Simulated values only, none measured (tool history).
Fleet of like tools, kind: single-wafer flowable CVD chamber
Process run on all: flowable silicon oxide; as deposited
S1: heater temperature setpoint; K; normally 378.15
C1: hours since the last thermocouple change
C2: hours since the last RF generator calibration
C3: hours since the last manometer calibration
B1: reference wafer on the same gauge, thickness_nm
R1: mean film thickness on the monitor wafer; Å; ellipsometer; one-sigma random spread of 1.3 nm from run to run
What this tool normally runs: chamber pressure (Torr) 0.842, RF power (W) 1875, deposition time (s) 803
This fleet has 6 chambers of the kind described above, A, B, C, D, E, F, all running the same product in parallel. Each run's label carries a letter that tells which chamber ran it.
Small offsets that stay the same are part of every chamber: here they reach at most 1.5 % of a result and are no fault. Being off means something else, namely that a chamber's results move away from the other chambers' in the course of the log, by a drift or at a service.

Run 1D, hour 9.4: usual settings; C1 706.2; C2 297.8; C3 50.8; B1 356.94. Result: R1 4383.4 Å.
Run 2B, hour 15.2: usual settings; C1 1277.5; C2 780.2; C3 106.4; B1 357.16. Result: R1 4288.6 Å.
Run 3F, hour 24.3: usual settings; C1 41.8; C2 1169.4; C3 1373.2; B1 357.11. Result: R1 4349.9 Å.
Run 4C, hour 33.5: usual settings; C1 1024.6; C2 392.8; C3 1070.1; B1 356.76. Result: R1 4365.7 Å.
Run 5A, hour 42: usual settings; C1 306.4; C2 487.9; C3 524.7; B1 356.85. Result: R1 4385 Å.
Run 6E, hour 50.4: usual settings; C1 1094.6; C2 786.8; C3 2275.6; B1 357.37. Result: R1 4362.6 Å.
Run 7D, hour 60.4: usual settings but deposition time (s) 909; C1 757.2; C2 348.8; C3 101.8; B1 356.98. Result: R1 4957.8 Å.
Run 8B, hour 71: usual settings but deposition time (s) 909; C1 1333.3; C2 836; C3 162.2; B1 356.96. Result: R1 4867.1 Å.
Run 9C, hour 76.9: usual settings but deposition time (s) 909; C1 1068; C2 436.2; C3 1113.5; B1 356.87. Result: R1 4942.6 Å.
Run 10F, hour 87: usual settings but deposition time (s) 909; C1 104.5; C2 1232.1; C3 1435.9; B1 356.85. Result: R1 4956.1 Å.
Run 11E, hour 98.4: usual settings but deposition time (s) 909; C1 1142.6; C2 834.8; C3 2323.6; B1 357.15. Result: R1 4927.1 Å.
Run 12A, hour 110.2: usual settings but deposition time (s) 909; C1 374.6; C2 556.1; C3 592.9; B1 357.07. Result: R1 4984.4 Å.
Run 13E, hour 118: usual settings; C1 1162.2; C2 854.4; C3 2343.2; B1 356.87. Result: R1 4347.2 Å.
Run 14B, hour 125.3: usual settings but deposition time (s) 682; C1 1387.6; C2 890.3; C3 216.5; B1 357.06. Result: R1 3641.3 Å.
Run 15F, hour 132.2: usual settings but deposition time (s) 682; C1 149.7; C2 1277.3; C3 1481.1; B1 356.73. Result: R1 3702.1 Å.
Run 16A, hour 137.8: usual settings but deposition time (s) 682; C1 402.2; C2 583.7; C3 620.5; B1 357.04. Result: R1 3737.1 Å.
Run 17D, hour 144.7: usual settings but deposition time (s) 682; C1 841.5; C2 433.1; C3 186.1; B1 357.03. Result: R1 3712.3 Å.
Run 18C, hour 153.5: usual settings but deposition time (s) 682; C1 1144.6; C2 512.8; C3 1190.1; B1 357. Result: R1 3693.6 Å.
Run 19D, hour 162: usual settings but deposition time (s) 682; C1 858.8; C2 450.4; C3 203.4; B1 356.87. Result: R1 3724.7 Å.
Run 20A, hour 172.3: usual settings; C1 436.7; C2 618.2; C3 655; B1 356.91. Result: R1 4413.9 Å.
Run 21F, hour 180.4: usual settings; C1 197.9; C2 1325.5; C3 1529.3; B1 356.94. Result: R1 4368.7 Å.
Run 22B, hour 191.1: usual settings; C1 1453.4; C2 956.1; C3 282.3; B1 357.07. Result: R1 4300.1 Å.
Run 23E, hour 198.5: usual settings; C1 1242.7; C2 934.9; C3 2423.7; B1 357.18. Result: R1 4361.9 Å.
Run 24C, hour 207.5: usual settings; C1 1198.6; C2 566.8; C3 1244.1; B1 357.06. Result: R1 4361 Å.
Run 25A, hour 214.1: usual settings; C1 478.5; C2 660; C3 696.8; B1 357.01. Result: R1 4403.4 Å.
Run 26E, hour 221.4: usual settings; C1 1265.6; C2 957.8; C3 2446.6; B1 357.08. Result: R1 4362 Å.
Run 27C, hour 230.9: usual settings; C1 1222; C2 590.2; C3 1267.5; B1 356.87. Result: R1 4361.1 Å.
Run 28B, hour 239.2: usual settings; C1 1501.5; C2 1004.2; C3 330.4; B1 357.04. Result: R1 4306.7 Å.
Run 29D, hour 249.6: usual settings; C1 946.4; C2 538; C3 291; B1 357.21. Result: R1 4374.3 Å.
Run 30F, hour 257.7: usual settings but RF power (W) 1695; C1 275.2; C2 1402.8; C3 1606.6; B1 357.13. Result: R1 4233.8 Å.
Run 31F, hour 264.3: usual settings but RF power (W) 1695; C1 281.8; C2 1409.4; C3 1613.2; B1 357. Result: R1 4246.1 Å.
Run 32C, hour 273.6: usual settings but RF power (W) 1695; C1 1264.7; C2 632.9; C3 1310.2; B1 356.98. Result: R1 4254.7 Å.
Run 33D, hour 280.7: usual settings but RF power (W) 1695; C1 977.5; C2 569.1; C3 322.1; B1 357.05. Result: R1 4270.5 Å.
Run 34E, hour 286.3: usual settings but RF power (W) 1695; C1 1330.5; C2 1022.7; C3 2511.5; B1 357.16. Result: R1 4247.3 Å.
Run 35A, hour 294.4: usual settings but RF power (W) 1695; C1 558.8; C2 740.3; C3 777.1; B1 356.85. Result: R1 4293.9 Å.
Run 36B, hour 300: usual settings; C1 1562.3; C2 1065; C3 391.2; B1 357.1. Result: R1 4299.8 Å.
Run 37A, hour 308.1: usual settings but RF power (W) 2170; C1 572.5; C2 754; C3 790.8; B1 357.13. Result: R1 4524.3 Å.
Run 38E, hour 319.5: usual settings but RF power (W) 2170; C1 1363.7; C2 1055.9; C3 2544.7; B1 356.96. Result: R1 4496.4 Å.
Run 39B, hour 325.4: usual settings but RF power (W) 2170; C1 1587.7; C2 1090.4; C3 416.6; B1 356.77. Result: R1 4444.9 Å.
Run 40C, hour 336.4: usual settings but RF power (W) 2170; C1 1327.5; C2 695.7; C3 1373; B1 357.02. Result: R1 4480.8 Å.
Run 41F, hour 345.2: usual settings but RF power (W) 2170; C1 362.7; C2 1490.3; C3 1694.1; B1 357.22. Result: R1 4480.2 Å.

Which is it: a chamber that has drifted or been left off by a service, a gauge drift common to all chambers, or only each chamber's usual small offset? If a chamber is off, name it and its likeliest cause.

All chambers stay in line apart from their small fixed offsets, and the gauge does not drift.
